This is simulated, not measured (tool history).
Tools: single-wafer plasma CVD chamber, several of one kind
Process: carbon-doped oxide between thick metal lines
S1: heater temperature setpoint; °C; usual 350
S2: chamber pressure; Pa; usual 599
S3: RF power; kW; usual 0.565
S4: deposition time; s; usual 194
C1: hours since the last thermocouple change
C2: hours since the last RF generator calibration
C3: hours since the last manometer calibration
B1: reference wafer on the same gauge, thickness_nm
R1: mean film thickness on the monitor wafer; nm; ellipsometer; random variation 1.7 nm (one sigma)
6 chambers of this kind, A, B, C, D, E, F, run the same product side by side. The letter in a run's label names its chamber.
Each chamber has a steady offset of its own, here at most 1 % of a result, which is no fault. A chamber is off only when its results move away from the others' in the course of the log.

run	hour	S1	S2	S3	S4	C1	C2	C3	B1	R1
1B	5.2	350	599	0.565	194	294.4	156.7	1030.9	939.74	1037.20
2C	11.2	350	599	0.565	194	1137.8	2124.4	1257.2	939.80	1040.40
3A	17.8	350	599	0.565	194	2328.8	177.2	812.2	939.20	1025.50
# hour 20.8: chamber C: RF generator calibrated
4E	23.0	350	599	0.565	194	825.0	1384.7	357.4	939.59	1033.50
5D	30.5	350	599	0.565	194	599.6	1918.5	655.6	938.77	1032.30
6F	36.1	350	599	0.565	194	952.8	943.4	1544.8	939.22	1039.50
7A	41.7	350	599	0.565	194	2352.7	201.1	836.1	939.12	1029.10
# hour 46.7: chamber F: thermocouple changed; heater temperature recalibrated
8C	49.7	350	599	0.565	194	1176.3	29.0	1295.7	939.02	1038.90
9F	56.2	350	599	0.565	194	9.5	963.5	1564.9	938.86	1038.20
10D	61.0	350	599	0.565	194	630.1	1949.0	686.1	939.04	1031.60
# hour 66.1: chamber A: capacitance manometer re-zeroed and calibrated
11E	67.0	350	599	0.565	194	869.0	1428.7	401.4	938.49	1034.00
12B	74.9	350	599	0.565	194	364.1	226.4	1100.6	938.05	1032.70
13A	83.2	350	599	0.565	194	2394.2	242.6	17.1	938.06	1028.70
14E	90.4	350	599	0.565	194	892.4	1452.1	424.8	938.17	1033.00
15B	96.6	350	599	0.565	194	385.8	248.1	1122.3	938.14	1032.80
16F	103.9	339	599	0.565	230	57.2	1011.2	1612.6	937.81	1265.10
17D	109.6	339	599	0.565	230	678.7	1997.6	734.7	937.74	1262.80
# hour 113.8: chamber D: RF generator calibrated
18C	115.8	339	599	0.565	230	1242.4	95.1	1361.8	937.13	1262.80
19B	121.9	339	599	0.565	230	411.1	273.4	1147.6	937.23	1260.70
20A	131.8	339	599	0.565	230	2442.8	291.2	65.7	937.20	1252.90
21F	139.7	339	599	0.565	230	93.0	1047.0	1648.4	937.16	1263.90
22D	146.9	350	599	0.565	194	716.0	33.2	772.0	936.76	1033.90
23C	155.4	350	599	0.565	194	1282.0	134.7	1401.4	936.24	1034.30
24E	160.7	350	599	0.565	194	962.7	1522.4	495.1	936.64	1030.40
25C	169.5	350	599	0.565	194	1296.1	148.8	1415.5	935.85	1037.90
26E	174.1	350	599	0.565	194	976.1	1535.8	508.5	935.91	1028.40
27F	178.9	350	599	0.565	194	132.2	1086.2	1687.6	936.31	1031.70
28B	188.5	350	599	0.565	194	477.7	340.0	1214.2	935.41	1033.70
29D	198.3	350	599	0.565	194	767.4	84.6	823.4	935.18	1033.00
30A	208.1	350	599	0.565	194	2519.1	367.5	142.0	935.24	1025.10
31C	214.9	350	599	0.565	194	1341.5	194.2	1460.9	935.19	1034.60
32B	223.4	350	599	0.565	194	512.6	374.9	1249.1	935.02	1028.60
33D	228.5	350	599	0.565	194	797.6	114.8	853.6	935.26	1034.50
34E	235.4	350	599	0.565	194	1037.4	1597.1	569.8	934.60	1028.60
35F	242.8	350	599	0.640	169	196.1	1150.1	1751.5	934.57	969.18
36A	247.9	350	599	0.640	169	2558.9	407.3	181.8	934.58	958.80
37E	252.8	350	599	0.640	169	1054.8	1614.5	587.2	934.69	963.69
38D	258.9	350	599	0.640	169	828.0	145.2	884.0	934.12	968.40
39B	266.5	350	599	0.640	169	555.7	418.0	1292.2	934.09	969.45
40F	271.5	350	599	0.640	169	224.8	1178.8	1780.2	934.35	971.14
41C	276.3	350	599	0.565	194	1402.9	255.6	1522.3	933.77	1031.00

All 6 chambers run these settings next. Forecast each chamber's results:
42A	283.4	350	599	0.460	194					?
42B	283.4	350	599	0.460	194					?
42C	283.4	350	599	0.460	194					?
42D	283.4	350	599	0.460	194					?
42E	283.4	350	599	0.460	194					?
42F	283.4	350	599	0.460	194					?

run	R1
42A	898.51
42B	905.40
42C	911.98
42D	906.01
42E	902.27
42F	908.34
